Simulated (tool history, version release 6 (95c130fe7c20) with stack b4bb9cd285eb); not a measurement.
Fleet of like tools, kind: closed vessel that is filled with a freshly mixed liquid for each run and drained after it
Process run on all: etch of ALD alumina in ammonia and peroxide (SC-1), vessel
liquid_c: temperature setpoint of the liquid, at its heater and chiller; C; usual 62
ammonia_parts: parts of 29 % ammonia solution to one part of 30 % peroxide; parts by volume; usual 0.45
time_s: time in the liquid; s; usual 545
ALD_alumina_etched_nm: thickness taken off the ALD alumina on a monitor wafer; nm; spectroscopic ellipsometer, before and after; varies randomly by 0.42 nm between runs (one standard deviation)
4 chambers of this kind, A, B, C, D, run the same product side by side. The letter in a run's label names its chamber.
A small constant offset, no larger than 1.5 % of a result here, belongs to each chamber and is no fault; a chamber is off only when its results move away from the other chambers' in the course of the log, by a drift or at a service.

run   hour  liquid_c  ammonia_parts  time_s  read-back film thickness of the ALD alumina reference wafer, read on the same gauge (nm)  ALD_alumina_etched_nm
 1C    6.2        62           0.45     545                                                                                    89.992                 41.948
 2A    9.2        62           0.45     545                                                                                    90.011                 42.237
 3B   14.6        62           0.45     545                                                                                    89.961                 43.495
 4D   18.5        62           0.45     545                                                                                    89.996                 43.173
 5A   23.4        62           0.45     545                                                                                    89.986                 41.921
 6B   27.9        62           0.45     545                                                                                    89.987                 43.303
 7D   34.5        62            0.6     375                                                                                    89.992                 31.032
 8C   38.5        62            0.6     375                                                                                    89.999                 29.565
 9D   44.1        62            0.6     375                                                                                    89.999                 30.362
      49.2  -- chamber D: new drum of ammonia solution connected
10B   50.8        62            0.6     375                                                                                    90.021                 30.809
11C     55        62           0.45     545                                                                                    90.044                  42.49
12A     61        62           0.45     545                                                                                    90.002                 42.838
13A   67.1        62           0.45     545                                                                                    90.007                 43.197
14B   73.2      54.5           0.45     545                                                                                    90.005                 29.247
15D   78.2      54.5           0.45     545                                                                                    89.979                 29.458
16C   82.5      54.5           0.45     545                                                                                    90.002                 28.618
17D   88.4      54.5           0.45     545                                                                                     90.01                 28.944
18A   94.9        62           0.45     545                                                                                    90.029                 41.969
19B   99.4        62           0.45     545                                                                                    90.015                 44.226
20C  104.9      69.5           0.35     545                                                                                    90.029                 58.808
21B  111.5      69.5           0.35     545                                                                                    89.986                 64.022
22C  116.2      69.5           0.35     545                                                                                    89.982                 60.453
23D  119.7      69.5           0.35     545                                                                                    90.018                 61.094
24A  123.7        62           0.45     545                                                                                    89.999                 42.779
25B  126.8        62           0.45     545                                                                                    89.967                 45.557
     132.8  -- chamber C: new drum of ammonia solution connected
26A    133        62            0.6     665                                                                                    89.978                 53.977
27C  139.8        62            0.6     665                                                                                    90.012                 53.062
28D  145.2        62            0.6     665                                                                                    89.993                 53.583
29C  150.9        62            0.6     665                                                                                     89.98                 52.808
30D  155.8        62            0.6     545                                                                                    89.974                   44.4
31A  162.3        62            0.6     545                                                                                    90.019                 43.253
32B  167.2        62            0.6     545                                                                                     90.02                 48.253
33C  172.7        62            0.6     545                                                                                     89.99                  43.86
34D  178.3        62           0.45     545                                                                                    89.977                 43.023
35B  183.2        62           0.45     545                                                                                    89.973                 48.157
36A  188.5        62           0.45     545                                                                                     90.02                 42.461

Next, all 4 chambers run the settings below, one line each with question marks for the results. What does each chamber give?
37A  193.4        62            0.3     545                                                                                                                ?
37B  193.4        62            0.3     545                                                                                                                ?
37C  193.4        62            0.3     545                                                                                                                ?
37D  193.4        62            0.3     545                                                                                                                ?

run  ALD_alumina_etched_nm
37A                 40.811
37B                 46.604
37C                 41.131
37D                 41.332
